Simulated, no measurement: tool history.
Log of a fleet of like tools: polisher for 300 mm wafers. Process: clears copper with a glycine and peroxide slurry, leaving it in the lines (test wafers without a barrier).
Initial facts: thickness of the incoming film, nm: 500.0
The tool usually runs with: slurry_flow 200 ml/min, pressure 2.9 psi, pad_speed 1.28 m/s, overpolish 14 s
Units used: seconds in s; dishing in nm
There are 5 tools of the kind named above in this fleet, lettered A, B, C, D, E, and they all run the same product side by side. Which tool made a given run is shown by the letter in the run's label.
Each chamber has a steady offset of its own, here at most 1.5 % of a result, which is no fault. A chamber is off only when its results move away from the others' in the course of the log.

run   hour  slurry_flow  pressure  pad_speed  overpolish  seconds  dishing
       1.4  -- chamber E: worn pad replaced by a new one
       8.4  -- chamber C: worn pad replaced by a new one
 1B    8.9          200       2.9       1.28          14   77.545   56.666
 2C   15.2          200       2.9       1.28          14   76.048   55.103
 3E   25.6          200       2.9       1.28          14   77.881   60.332
 4A   36.4          200       2.9       1.28          14   75.335   59.647
 5D   45.1          250       2.9       1.28          14   73.581   59.826
 6E   53.3          250       2.9       1.28          14   75.781   59.126
 7A   64.4          250       2.9       1.28          14   75.071   59.444
 8D   73.8          250       2.9       1.28          14   74.276   59.616
      80.7  -- chamber B: worn pad replaced by a new one
 9B   84.8          250       2.9       1.28          14   74.664   61.048
10C   91.3          200       2.9       1.28          14   78.867   55.777
11B  102.5          200       2.9       1.28          14   77.351   59.790
     106.1  -- chamber B: slurry nozzle cleaned
12E  111.5          200       2.9       1.28          14   78.101   57.337
     115.9  -- chamber E: slurry nozzle cleaned
     116.7  -- chamber C: worn pad replaced by a new one
13A  119.4          200       2.9       1.28          14   79.488   56.712
14D  128.7          200       2.9       1.28          14   76.075   58.590
15C  139.4          200       2.9       1.28          14   78.713   59.618
     146.3  -- chamber D: worn pad replaced by a new one
16C  149.7          200       2.9       1.28          14   78.038   59.336
17E  158.7          200       2.9       1.28          14   76.113   58.029
18D  167.5          260       2.5       1.28          14   85.120   52.339
     170.3  -- chamber E: worn pad replaced by a new one
19B  174.2          260       2.5       1.28          14   84.685   52.145
     183.2  -- chamber B: worn pad replaced by a new one
20A  184.5          260       2.5       1.28          14   89.555   50.190
21C  195.0          260       2.5       1.28          14   83.908   51.290
22D  201.6          260       2.5       1.28          14   84.677   53.020
23E  206.8          200       2.9       1.28          14   77.964   56.089
     210.2  -- chamber C: worn pad replaced by a new one
24A  213.9          200       2.9       1.28          14   82.315   53.603
25B  225.2          200       2.9       1.28          14   76.879   58.118
26E  235.6          200       2.9       1.28          14   77.440   59.981
27A  243.9          200       2.9       1.28          14   83.070   53.851
28C  249.4          200       2.9       1.28          14   77.465   57.367
29B  258.5          200       2.9       1.28          14   79.096   60.251
     266.7  -- chamber B: worn pad replaced by a new one
30D  267.4          200       2.9       1.28          14   77.187   58.000
     272.3  -- chamber E: head pressure recalibrated
31B  275.2          200       2.9       1.28          14   77.363   59.865
32C  281.5          250       3.4       1.28          14   66.019   64.425
33D  286.8          250       3.4       1.28          14   64.793   66.284
34E  296.8          250       3.4       1.28          14   65.013   63.691

Which is it: a chamber that has drifted or been left off by a service, a gauge drift common to all chambers, or only each chamber's usual small offset? If a chamber is off, name it and its likeliest cause.

One chamber, A, drifts off from the rest bit by bit.
Most likely cause: removal rate lost through wear of the pad, % = 10.2.
The log may not tell that from: slurry flow missing at the pad, %; head's pressure below its setpoint, %.

Below are 4 candidate recipes for chamber A's next run, each the usual settings with a change, their results shown as question marks. Which of them brings A's results back in line with what the other chambers give on the usual settings?
Allowed miss from the other chambers' usual-settings mean, per result, to count as in line: seconds 2.400 s; dishing 5.000 nm
35A-1  305.0          200       2.7       1.22          14        ?        ?
35A-2  305.0          200       2.8       1.24          14        ?        ?
35A-3  305.0          200       3.0       1.32          14        ?        ?
35A-4  305.0          200       3.1       1.36          14        ?        ?

On the usual settings, the other chambers give on average: seconds 77.051 s; dishing 58.042 nm
  run  seconds  dishing
35A-1   94.333   49.016
35A-2   90.251   50.849
35A-3   80.670   55.668
35A-4   76.416   58.112
Change 35A-4 lands the chamber within the allowed miss of the other chambers.

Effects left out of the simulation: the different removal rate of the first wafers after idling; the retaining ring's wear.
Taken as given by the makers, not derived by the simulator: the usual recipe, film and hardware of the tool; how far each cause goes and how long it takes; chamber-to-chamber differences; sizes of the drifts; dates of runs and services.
